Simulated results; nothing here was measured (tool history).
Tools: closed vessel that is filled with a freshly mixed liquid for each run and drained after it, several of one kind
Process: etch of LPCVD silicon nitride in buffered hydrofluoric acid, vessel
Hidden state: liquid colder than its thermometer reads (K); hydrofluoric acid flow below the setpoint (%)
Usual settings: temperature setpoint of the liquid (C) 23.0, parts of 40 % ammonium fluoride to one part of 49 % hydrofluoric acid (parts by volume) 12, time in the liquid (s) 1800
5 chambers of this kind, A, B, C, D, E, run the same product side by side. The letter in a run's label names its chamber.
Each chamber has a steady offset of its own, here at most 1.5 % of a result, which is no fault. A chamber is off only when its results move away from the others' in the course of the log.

| run | day | temperature setpoint of the liquid (C) | parts of 40 % ammonium fluoride to one part of 49 % hydrofluoric acid (parts by volume) | time in the liquid (s) | hours since the thermometer was replaced | hours since the hydrofluoric acid flow meter was replaced | read-back film thickness of the LPCVD silicon nitride reference wafer, read on the same gauge (nm) | thickness taken off the LPCVD silicon nitride on a monitor wafer (nm) |
|---|---|---|---|---|---|---|---|---|
| 1E | 0.246 | 23.0 | 12 | 1800 | 697.9 | 558.9 | 89.983 | 20.192 |
| 2A | 0.458 | 23.0 | 12 | 1800 | 2033.0 | 298.5 | 90.018 | 19.647 |
| 3D | 0.592 | 23.0 | 12 | 1800 | 946.9 | 399.0 | 90.014 | 20.462 |
| 4C | 0.704 | 23.0 | 12 | 1800 | 1075.1 | 130.5 | 90.006 | 20.195 |
| 5B | 0.821 | 23.0 | 12 | 1800 | 156.2 | 1833.8 | 89.951 | 19.933 |
| 6E | 0.996 | 20.5 | 12 | 2175 | 715.9 | 576.9 | 89.996 | 21.230 |
| 7A | 1.179 | 20.5 | 12 | 2175 | 2050.3 | 315.8 | 90.006 | 20.399 |
| 8C | 1.408 | 20.5 | 12 | 2175 | 1092.0 | 147.4 | 90.012 | 21.284 |
| 9D | 1.612 | 20.5 | 12 | 2175 | 971.4 | 423.5 | 90.007 | 21.123 |
| 10B | 1.762 | 20.5 | 12 | 2175 | 178.8 | 1856.4 | 89.994 | 21.198 |
| 11E | 2.000 | 23.0 | 12 | 1800 | 740.0 | 601.0 | 89.992 | 19.922 |
| 12A | 2.183 | 23.0 | 12 | 1800 | 2074.4 | 339.9 | 90.005 | 19.692 |
|  | 2.221 | chamber A: thermometer replaced |
| 13B | 2.346 | 23.0 | 12 | 1800 | 192.8 | 1870.4 | 90.005 | 20.325 |
| 14C | 2.546 | 23.0 | 12 | 1800 | 1119.3 | 174.7 | 90.015 | 20.298 |
| 15D | 2.688 | 23.0 | 12 | 1800 | 997.2 | 449.3 | 90.023 | 20.068 |
| 16D | 2.925 | 23.0 | 12 | 1800 | 1002.9 | 455.0 | 89.975 | 19.820 |
| 17A | 3.142 | 23.0 | 12 | 1800 | 22.2 | 362.9 | 90.024 | 20.166 |
| 18C | 3.346 | 23.0 | 12 | 1800 | 1138.5 | 193.9 | 90.031 | 19.903 |
| 19B | 3.525 | 23.0 | 12 | 1170 | 221.1 | 1898.7 | 89.985 | 13.023 |
| 20E | 3.642 | 23.0 | 12 | 1170 | 779.4 | 640.4 | 90.010 | 12.739 |
| 21C | 3.892 | 23.0 | 12 | 1170 | 1151.6 | 207.0 | 89.973 | 13.073 |
| 22A | 4.125 | 23.0 | 12 | 1170 | 45.8 | 386.5 | 90.020 | 12.941 |
| 23E | 4.254 | 23.0 | 12 | 1170 | 794.1 | 655.1 | 90.006 | 12.698 |
| 24D | 4.438 | 23.0 | 12 | 1800 | 1039.2 | 491.3 | 90.015 | 20.172 |
| 25B | 4.596 | 23.0 | 12 | 1800 | 246.8 | 1924.4 | 90.009 | 19.927 |
| 26B | 4.712 | 23.0 | 8 | 1800 | 249.6 | 1927.2 | 90.027 | 29.165 |
| 27D | 4.838 | 23.0 | 8 | 1800 | 1048.8 | 500.9 | 89.994 | 29.376 |
| 28A | 5.067 | 23.0 | 8 | 1800 | 68.4 | 409.1 | 89.980 | 28.362 |
| 29E | 5.254 | 23.0 | 8 | 1800 | 818.1 | 679.1 | 90.009 | 28.139 |
| 30C | 5.442 | 23.0 | 8 | 1800 | 1188.8 | 244.2 | 89.978 | 28.478 |
| 31C | 5.554 | 23.0 | 12 | 1800 | 1191.5 | 246.9 | 89.979 | 19.914 |
| 32E | 5.675 | 23.0 | 12 | 1800 | 828.2 | 689.2 | 90.008 | 19.029 |
| 33B | 5.858 | 20.0 | 12 | 1800 | 277.1 | 1954.7 | 89.973 | 16.868 |
| 34A | 6.033 | 20.0 | 12 | 1800 | 91.6 | 432.3 | 90.005 | 16.912 |
| 35D | 6.196 | 20.0 | 12 | 1800 | 1081.4 | 533.5 | 89.972 | 17.218 |
| 36C | 6.392 | 20.0 | 12 | 1800 | 1211.6 | 267.0 | 89.992 | 16.986 |
| 37B | 6.617 | 20.0 | 12 | 1800 | 295.3 | 1972.9 | 90.028 | 16.915 |
| 38D | 6.808 | 23.0 | 12 | 1800 | 1096.1 | 548.2 | 90.014 | 19.862 |
| 39A | 7.033 | 23.0 | 12 | 1800 | 115.6 | 456.3 | 90.041 | 19.777 |
| 40E | 7.225 | 23.0 | 12 | 1800 | 865.4 | 726.4 | 90.001 | 18.489 |
| 41C | 7.425 | 23.0 | 12 | 1800 | 1236.4 | 291.8 | 90.001 | 20.185 |
| 42B | 7.654 | 23.0 | 12 | 1800 | 320.2 | 1997.8 | 89.953 | 20.256 |

All 5 chambers run these settings next. Forecast each chamber's results:
| 43A | 7.833 | 23.0 | 12 | 1800 |  |  |  | ? |
| 43B | 7.833 | 23.0 | 12 | 1800 |  |  |  | ? |
| 43C | 7.833 | 23.0 | 12 | 1800 |  |  |  | ? |
| 43D | 7.833 | 23.0 | 12 | 1800 |  |  |  | ? |
| 43E | 7.833 | 23.0 | 12 | 1800 |  |  |  | ? |

| run | thickness taken off the LPCVD silicon nitride on a monitor wafer (nm) |
|---|---|
| 43A | 19.939 |
| 43B | 20.297 |
| 43C | 20.133 |
| 43D | 20.058 |
| 43E | 18.713 |
